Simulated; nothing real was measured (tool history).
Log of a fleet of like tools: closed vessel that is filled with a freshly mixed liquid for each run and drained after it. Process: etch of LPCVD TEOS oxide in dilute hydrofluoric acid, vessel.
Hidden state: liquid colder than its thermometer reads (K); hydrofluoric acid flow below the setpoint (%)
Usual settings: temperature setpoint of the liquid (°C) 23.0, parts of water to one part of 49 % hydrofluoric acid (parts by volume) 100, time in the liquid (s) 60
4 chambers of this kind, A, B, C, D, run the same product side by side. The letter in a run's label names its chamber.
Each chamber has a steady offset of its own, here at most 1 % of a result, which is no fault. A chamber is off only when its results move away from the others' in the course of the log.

| run | day | temperature setpoint of the liquid (°C) | parts of water to one part of 49 % hydrofluoric acid (parts by volume) | time in the liquid (s) | hours since the thermometer was replaced | hours since the hydrofluoric acid flow meter was replaced | read-back film thickness of the LPCVD TEOS oxide reference wafer, read on the same gauge (nm) | thickness taken off the LPCVD TEOS oxide on a monitor wafer (nm) |
|---|---|---|---|---|---|---|---|---|
| 1A | 0.083 | 23.0 | 100 | 60 | 1462.0 | 1480.1 | 29.962 | 10.6830 |
| 2C | 0.188 | 23.0 | 100 | 60 | 424.5 | 1976.5 | 29.984 | 10.6510 |
| 3D | 0.321 | 23.0 | 100 | 60 | 453.6 | 483.8 | 30.004 | 10.6170 |
| 4B | 0.408 | 23.0 | 100 | 60 | 222.4 | 551.5 | 29.988 | 10.5530 |
| 5D | 0.488 | 23.0 | 100 | 60 | 457.6 | 487.8 | 30.015 | 10.5850 |
| 6C | 0.575 | 23.0 | 100 | 60 | 433.8 | 1985.8 | 29.998 | 10.5300 |
| 7A | 0.700 | 23.0 | 100 | 30 | 1476.8 | 1494.9 | 30.037 | 5.3057 |
| 8B | 0.821 | 23.0 | 100 | 30 | 232.3 | 561.4 | 30.017 | 5.3053 |
| 9D | 1.004 | 23.0 | 100 | 30 | 470.0 | 500.2 | 29.992 | 5.2669 |
| 10B | 1.129 | 23.0 | 100 | 30 | 239.7 | 568.8 | 30.015 | 5.2608 |
| 11C | 1.279 | 23.0 | 100 | 60 | 450.7 | 2002.7 | 30.021 | 10.6490 |
| 12A | 1.412 | 20.5 | 115 | 60 | 1493.9 | 1512.0 | 29.955 | 8.2785 |
| 13D | 1.579 | 20.5 | 115 | 60 | 483.8 | 514.0 | 30.001 | 8.1258 |
| 14C | 1.750 | 20.5 | 115 | 60 | 462.0 | 2014.0 | 29.966 | 8.1715 |
|  | 1.771 | chamber C: hydrofluoric acid flow meter replaced |
| 15B | 1.883 | 20.5 | 115 | 60 | 257.8 | 586.9 | 30.025 | 8.2254 |
| 16A | 2.071 | 27.5 | 100 | 35 | 1509.7 | 1527.8 | 30.032 | 7.3464 |
| 17A | 2.162 | 27.5 | 100 | 35 | 1511.9 | 1530.0 | 29.990 | 7.3484 |
| 18B | 2.283 | 27.5 | 100 | 35 | 267.4 | 596.5 | 30.006 | 7.3235 |
| 19C | 2.375 | 27.5 | 100 | 35 | 477.0 | 14.5 | 29.985 | 7.2789 |
| 20D | 2.517 | 23.0 | 100 | 60 | 506.3 | 536.5 | 29.986 | 10.6460 |
| 21B | 2.704 | 23.0 | 100 | 60 | 277.5 | 606.6 | 29.998 | 10.5880 |
| 22C | 2.862 | 23.0 | 100 | 60 | 488.7 | 26.2 | 30.014 | 10.3650 |
| 23A | 2.946 | 23.0 | 100 | 60 | 1530.7 | 1548.8 | 29.994 | 10.6940 |
| 24D | 3.125 | 23.0 | 100 | 60 | 520.9 | 551.1 | 29.984 | 10.5530 |
| 25D | 3.308 | 23.0 | 100 | 60 | 525.3 | 555.5 | 30.028 | 10.5820 |
| 26B | 3.433 | 23.0 | 100 | 60 | 295.0 | 624.1 | 29.999 | 10.6180 |
| 27A | 3.608 | 23.0 | 100 | 60 | 1546.6 | 1564.7 | 29.958 | 10.5320 |
| 28C | 3.700 | 23.0 | 100 | 60 | 508.8 | 46.3 | 30.045 | 10.2450 |
| 29D | 3.779 | 23.0 | 130 | 90 | 536.6 | 566.8 | 30.030 | 11.7010 |
| 30B | 3.912 | 23.0 | 130 | 90 | 306.5 | 635.6 | 30.038 | 11.8530 |
| 31C | 4.012 | 23.0 | 130 | 90 | 516.3 | 53.8 | 29.994 | 11.4220 |
| 32A | 4.138 | 23.0 | 130 | 90 | 1559.3 | 1577.4 | 29.999 | 11.8770 |
| 33C | 4.221 | 23.0 | 100 | 60 | 521.3 | 58.8 | 29.939 | 10.2030 |
| 34B | 4.342 | 23.0 | 100 | 60 | 316.8 | 645.9 | 29.961 | 10.6230 |
| 35A | 4.504 | 23.0 | 100 | 60 | 1568.1 | 1586.2 | 30.004 | 10.6370 |
| 36D | 4.592 | 23.0 | 100 | 60 | 556.1 | 586.3 | 29.959 | 10.5530 |
| 37B | 4.746 | 23.0 | 60 | 75 | 326.5 | 655.6 | 30.009 | 23.1880 |
| 38C | 4.908 | 23.0 | 60 | 75 | 537.8 | 75.3 | 30.009 | 21.6790 |
| 39A | 5.054 | 23.0 | 60 | 75 | 1581.3 | 1599.4 | 30.010 | 22.9370 |

Is one chamber off against the others, does the gauge drift, or is nothing wrong? If a chamber is off, say which, and what the likeliest cause is.

Chamber C drifts away from the others.
Cause: liquid colder than its thermometer reads (K) = 1.44.

Here are 4 candidates for chamber C's next run, each the usual settings with a change, their results left as question marks. Which one brings its results back in line with what the others give on the usual settings?
In line means no further than this from the other chambers' mean on the usual settings: thickness taken off the LPCVD TEOS oxide on a monitor wafer (nm) 0.1500
| 40C-1 | 5.188 | 23.0 | 95 | 60 |  |  |  | ? |
| 40C-2 | 5.188 | 21.0 | 100 | 60 |  |  |  | ? |
| 40C-3 | 5.188 | 23.0 | 100 | 65 |  |  |  | ? |
| 40C-4 | 5.188 | 23.0 | 105 | 60 |  |  |  | ? |

The other chambers' mean on the usual settings: thickness taken off the LPCVD TEOS oxide on a monitor wafer (nm) 10.5950
| run | thickness taken off the LPCVD TEOS oxide on a monitor wafer (nm) |
|---|---|
| 40C-1 | 10.5990 |
| 40C-2 | 9.2217 |
| 40C-3 | 10.8540 |
| 40C-4 | 9.4947 |
40C-1 brings the chamber back in line.
